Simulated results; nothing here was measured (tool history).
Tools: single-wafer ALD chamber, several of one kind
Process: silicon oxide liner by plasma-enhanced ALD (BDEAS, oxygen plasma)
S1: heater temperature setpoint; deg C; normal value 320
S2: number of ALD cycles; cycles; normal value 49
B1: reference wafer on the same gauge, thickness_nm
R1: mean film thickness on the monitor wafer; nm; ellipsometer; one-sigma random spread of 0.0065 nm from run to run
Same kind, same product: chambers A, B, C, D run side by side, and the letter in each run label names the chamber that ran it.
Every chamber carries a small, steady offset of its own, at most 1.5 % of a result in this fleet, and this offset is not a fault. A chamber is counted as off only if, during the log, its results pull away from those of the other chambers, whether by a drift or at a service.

| run | hour | S1 | S2 | B1 | R1 |
|---|---|---|---|---|---|
| 1C | 3.8 | 320 | 49 | 4.7324 | 4.3902 |
| 2A | 6.7 | 320 | 49 | 4.7318 | 4.4775 |
| 3D | 10.3 | 320 | 49 | 4.7324 | 4.434 |
| 4B | 13.9 | 320 | 49 | 4.7318 | 4.4985 |
| 5D | 17.1 | 327 | 54 | 4.7358 | 4.8331 |
| 6B | 20.6 | 327 | 54 | 4.7376 | 4.9058 |
| 7A | 25.3 | 327 | 54 | 4.7374 | 4.8881 |
| 8C | 28.9 | 327 | 54 | 4.7396 | 4.7881 |
| 9D | 33.2 | 320 | 49 | 4.7404 | 4.442 |
| 10C | 36.5 | 320 | 49 | 4.7428 | 4.3956 |
| 11B | 38.5 | 320 | 49 | 4.7407 | 4.5085 |
| 12A | 41 | 320 | 49 | 4.7424 | 4.5032 |
| 13B | 44.3 | 320 | 49 | 4.7431 | 4.5017 |
| 14D | 46.6 | 320 | 49 | 4.745 | 4.4392 |
| 15A | 51.2 | 320 | 49 | 4.746 | 4.4937 |
| 16C | 55.9 | 320 | 49 | 4.747 | 4.3987 |
| 17D | 59.2 | 320 | 49 | 4.7471 | 4.4381 |
| 18B | 61.8 | 320 | 49 | 4.7503 | 4.498 |
| 19C | 66 | 320 | 49 | 4.7527 | 4.3989 |
| 20A | 70.2 | 320 | 49 | 4.7519 | 4.5054 |
| 21A | 73.9 | 320 | 49 | 4.7538 | 4.4901 |
| 22C | 77.3 | 320 | 49 | 4.7557 | 4.4107 |
| 23D | 81.5 | 320 | 49 | 4.7557 | 4.4479 |
| 24B | 83.8 | 320 | 49 | 4.7569 | 4.5254 |
| 25C | 87.5 | 320 | 49 | 4.7571 | 4.396 |

One chamber off, gauge drift, or nothing amiss beyond the chambers' own small offsets? If it is a chamber, which one, and what is the likeliest cause?

It is the gauge, not a chamber: its drift shows up in every chamber's results at once, and no chamber is off.
Likeliest cause: gauge reads high (%) = 0.609.

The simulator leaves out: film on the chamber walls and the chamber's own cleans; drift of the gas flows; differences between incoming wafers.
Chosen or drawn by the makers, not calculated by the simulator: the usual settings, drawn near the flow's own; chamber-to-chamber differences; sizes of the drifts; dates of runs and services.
